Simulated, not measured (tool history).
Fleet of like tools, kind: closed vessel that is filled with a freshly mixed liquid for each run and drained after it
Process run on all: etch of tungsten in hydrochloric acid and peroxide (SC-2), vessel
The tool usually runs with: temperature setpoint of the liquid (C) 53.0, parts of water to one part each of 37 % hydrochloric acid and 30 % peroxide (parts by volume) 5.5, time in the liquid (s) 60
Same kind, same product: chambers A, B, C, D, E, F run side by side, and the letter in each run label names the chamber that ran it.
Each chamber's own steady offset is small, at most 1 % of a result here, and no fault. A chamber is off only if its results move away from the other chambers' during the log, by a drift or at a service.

run   hour  temperature setpoint of the liquid (C)  parts of water to one part each of 37 % hydrochloric acid and 30 % peroxide (parts by volume)  time in the liquid (s)  read-back film thickness of the tungsten reference wafer, read on the same gauge (nm)  thickness taken off the tungsten on a monitor wafer (Å)
 1E    4.7                                    53.0                                                                                            5.5                      60                                                                                 139.98                                                   335.29
 2F   14.1                                    53.0                                                                                            5.5                      60                                                                                 139.98                                                   334.99
 3B   20.4                                    53.0                                                                                            5.5                      60                                                                                 140.01                                                   339.53
 4A   27.5                                    53.0                                                                                            5.5                      60                                                                                 140.02                                                   343.76
 5C   37.2                                    53.0                                                                                            5.5                      60                                                                                 140.00                                                   336.64
 6D   42.2                                    53.0                                                                                            5.5                      60                                                                                 139.98                                                   334.02
 7E   51.0                                    53.0                                                                                            5.5                      60                                                                                 140.04                                                   334.65
 8C   60.4                                    53.0                                                                                            5.5                      60                                                                                 140.02                                                   337.37
 9A   66.2                                    53.0                                                                                            5.5                      60                                                                                 140.02                                                   334.25
10B   73.6                                    53.0                                                                                            5.5                      60                                                                                 139.98                                                   332.68
11D   78.7                                    53.0                                                                                            5.5                      60                                                                                 139.99                                                   330.27
12F   86.4                                    53.0                                                                                            5.5                      60                                                                                 140.03                                                   333.81
13F   93.8                                    53.0                                                                                            5.5                      60                                                                                 139.97                                                   341.60
14D  102.5                                    53.0                                                                                            5.5                      60                                                                                 139.99                                                   330.53
     103.6  -- chamber B: new drum of peroxide connected
15B  107.8                                    53.0                                                                                            5.5                      60                                                                                 140.00                                                   337.96
16E  116.7                                    53.0                                                                                            5.5                      60                                                                                 140.00                                                   329.62
     117.0  -- chamber D: new drum of peroxide connected
17C  124.1                                    53.0                                                                                            5.5                      60                                                                                 139.99                                                   342.49
18A  133.4                                    53.0                                                                                            5.5                      60                                                                                 140.01                                                   331.72
19F  138.1                                    62.5                                                                                            5.5                      40                                                                                 140.00                                                   410.33
20C  146.9                                    62.5                                                                                            5.5                      40                                                                                 139.99                                                   411.58
21A  154.8                                    62.5                                                                                            5.5                      40                                                                                 140.00                                                   401.05
22D  160.0                                    62.5                                                                                            5.5                      40                                                                                 140.02                                                   405.69
23B  168.8                                    62.5                                                                                            5.5                      40                                                                                 140.00                                                   415.81
24E  175.4                                    62.5                                                                                            5.5                      40                                                                                 140.01                                                   417.06
25D  181.7                                    53.0                                                                                            5.5                      60                                                                                 139.99                                                   329.50
26E  188.1                                    53.0                                                                                            5.5                      60                                                                                 140.01                                                   338.88
27A  195.5                                    53.0                                                                                            5.5                      60                                                                                 139.98                                                   323.33
28B  202.3                                    43.5                                                                                            4.0                      60                                                                                 140.03                                                   221.56
29C  207.0                                    43.5                                                                                            4.0                      60                                                                                 139.99                                                   222.57
30F  216.2                                    43.5                                                                                            4.0                      60                                                                                 139.99                                                   221.31
31C  221.6                                    43.5                                                                                            4.0                      60                                                                                 139.99                                                   221.93
32E  228.7                                    43.5                                                                                            4.0                      60                                                                                 140.04                                                   219.88
33D  235.6                                    43.5                                                                                            4.0                      60                                                                                 140.02                                                   223.31
34A  242.1                                    53.0                                                                                            5.5                      60                                                                                 140.00                                                   318.07
35F  248.8                                    53.0                                                                                            5.5                      60                                                                                 139.97                                                   340.15
36B  254.5                                    53.0                                                                                            6.5                      60                                                                                 140.00                                                   297.41
37A  260.2                                    53.0                                                                                            6.5                      60                                                                                 140.00                                                   277.72
38B  269.4                                    53.0                                                                                            6.5                      60                                                                                 140.00                                                   297.86
39F  275.3                                    53.0                                                                                            6.5                      60                                                                                 140.00                                                   296.82

Has any chamber moved away from the others, gradually or after a service, or does the common gauge drift, or do the chambers differ only by their own small steady offsets? State the chamber and the most likely cause if one applies.

Chamber A drifts away from the others.
Most likely cause: liquid colder than its thermometer reads (K) = 1.28.
From this log alone, it may not be told apart from: chemicals flow below the setpoint (%); peroxide weaker than its label (%).

Which of the 4 candidates below, each the usual settings with something changed and its results left as question marks, puts chamber A back in line with what the other chambers give on the usual settings?
In-line tolerance around the mean of the other chambers on the usual settings: thickness taken off the tungsten on a monitor wafer (Å) 9.70
40A-1  282.2                                    53.0                                                                                            5.5                      65                                                                                                                                               ?
40A-2  282.2                                    53.0                                                                                            5.5                      55                                                                                                                                               ?
40A-3  282.2                                    51.0                                                                                            5.5                      60                                                                                                                                               ?
40A-4  282.2                                    55.0                                                                                            5.5                      60                                                                                                                                               ?

Average result of the remaining chambers running the usual settings: thickness taken off the tungsten on a monitor wafer (Å) 335.88
  run  thickness taken off the tungsten on a monitor wafer (Å)
40A-1                                                   337.40
40A-2                                                   285.49
40A-3                                                   272.54
40A-4                                                   355.32
40A-1 is the one that brings the chamber's results back in line with the other chambers.

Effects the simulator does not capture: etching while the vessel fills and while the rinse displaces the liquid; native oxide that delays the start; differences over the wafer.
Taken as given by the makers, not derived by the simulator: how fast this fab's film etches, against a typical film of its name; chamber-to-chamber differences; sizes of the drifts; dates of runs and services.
